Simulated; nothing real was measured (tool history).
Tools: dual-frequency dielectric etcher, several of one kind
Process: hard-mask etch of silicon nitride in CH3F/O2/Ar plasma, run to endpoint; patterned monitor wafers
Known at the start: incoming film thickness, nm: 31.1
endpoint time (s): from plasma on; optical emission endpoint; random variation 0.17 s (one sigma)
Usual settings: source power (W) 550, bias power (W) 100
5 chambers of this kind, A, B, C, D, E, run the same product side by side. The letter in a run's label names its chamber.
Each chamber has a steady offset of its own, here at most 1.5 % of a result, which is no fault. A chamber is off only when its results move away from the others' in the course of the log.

run   hour  source power (W)  bias power (W)  hours since the last wet clean  hours since the last source power generator calibration  hours since the last bias power generator calibration  endpoint time (s)
 1D    4.9               550             100                            49.0                                                   1704.1                                                 1731.2             35.637
 2A   11.7               550             100                            73.8                                                    989.6                                                 1971.8             35.573
 3C   16.8               550             100                           491.3                                                   2710.3                                                 1135.3             34.873
 4B   21.9               550             100                           195.7                                                     75.3                                                  725.5             35.820
 5E   29.4               430             100                           373.5                                                   1881.2                                                 1447.7             39.010
 6C   36.0               430             100                           510.5                                                   2729.5                                                 1154.5             38.600
 7A   44.1               430             100                           106.2                                                   1022.0                                                 2004.2             39.058
 8E   50.9               430             100                           395.0                                                   1902.7                                                 1469.2             38.846
      54.1  -- chamber E: bias power generator calibrated
 9B   56.1               430             100                           229.9                                                    109.5                                                  759.7             39.510
      62.8  -- chamber C: wet clean of the chamber
10D   63.4               550             100                           107.5                                                   1762.6                                                 1789.7             35.810
11C   73.0               550             100                            10.2                                                   2766.5                                                 1191.5             34.735
12B   80.5               550             100                           254.3                                                    133.9                                                  784.1             35.923
13E   85.3               550             100                           429.4                                                   1937.1                                                   31.2             35.677
14D   93.8               550             100                           137.9                                                   1793.0                                                 1820.1             35.833
15A   98.7               640             100                           160.8                                                   1076.6                                                 2058.8             33.564
16E  105.1               640             100                           449.2                                                   1956.9                                                   51.0             33.526
     105.5  -- chamber E: wet clean of the chamber
17A  109.8               640             100                           171.9                                                   1087.7                                                 2069.9             33.769
18B  117.6               640             100                           291.4                                                    171.0                                                  821.2             34.025
19D  124.5               640             100                           168.6                                                   1823.7                                                 1850.8             33.869
20C  134.1               550             100                            71.3                                                   2827.6                                                 1252.6             35.278
21E  143.1               550             100                            37.7                                                   1994.9                                                   89.0             35.508
22D  147.6               550             100                           191.7                                                   1846.8                                                 1873.9             35.573
23C  154.7               550             100                            91.9                                                   2848.2                                                 1273.2             35.002
24A  161.2               550             100                           223.3                                                   1139.1                                                 2121.3             35.381
25B  168.4               550             100                           342.2                                                    221.8                                                  872.0             36.462
26E  177.9               550             100                            72.5                                                   2029.7                                                  123.8             35.579
27B  187.3               550             100                           361.1                                                    240.7                                                  890.9             36.656
28C  197.7               550             100                           134.9                                                   2891.2                                                 1316.2             35.036
29A  206.8               550             100                           268.9                                                   1184.7                                                 2166.9             35.576
30D  213.9               480             114                           258.0                                                   1913.1                                                 1940.2             36.298

What goes on in this fleet: one chamber off, a drifting gauge, or nothing beyond the chambers' own small offsets? Name the chamber and the cause, if any.

Chamber B drifts away from the others.
Cause: etch rate under this chamber's usual, % = 3.18.

Here are 4 candidates for chamber B's next run, each the usual settings with a change, their results left as question marks. Which one brings its results back in line with what the others give on the usual settings?
In line means no further than this from the other chambers' mean on the usual settings: endpoint time (s) 0.590
31B-1  221.3               540              99                                                                                                                                                                  ?
31B-2  221.3               550             111                                                                                                                                                                  ?
31B-3  221.3               490             100                                                                                                                                                                  ?
31B-4  221.3               560             101                                                                                                                                                                  ?

The other chambers' mean on the usual settings: endpoint time (s) 35.513
  run  endpoint time (s)
31B-1             37.334
31B-2             35.587
31B-3             38.599
31B-4             36.561
31B-2 brings the chamber back in line.
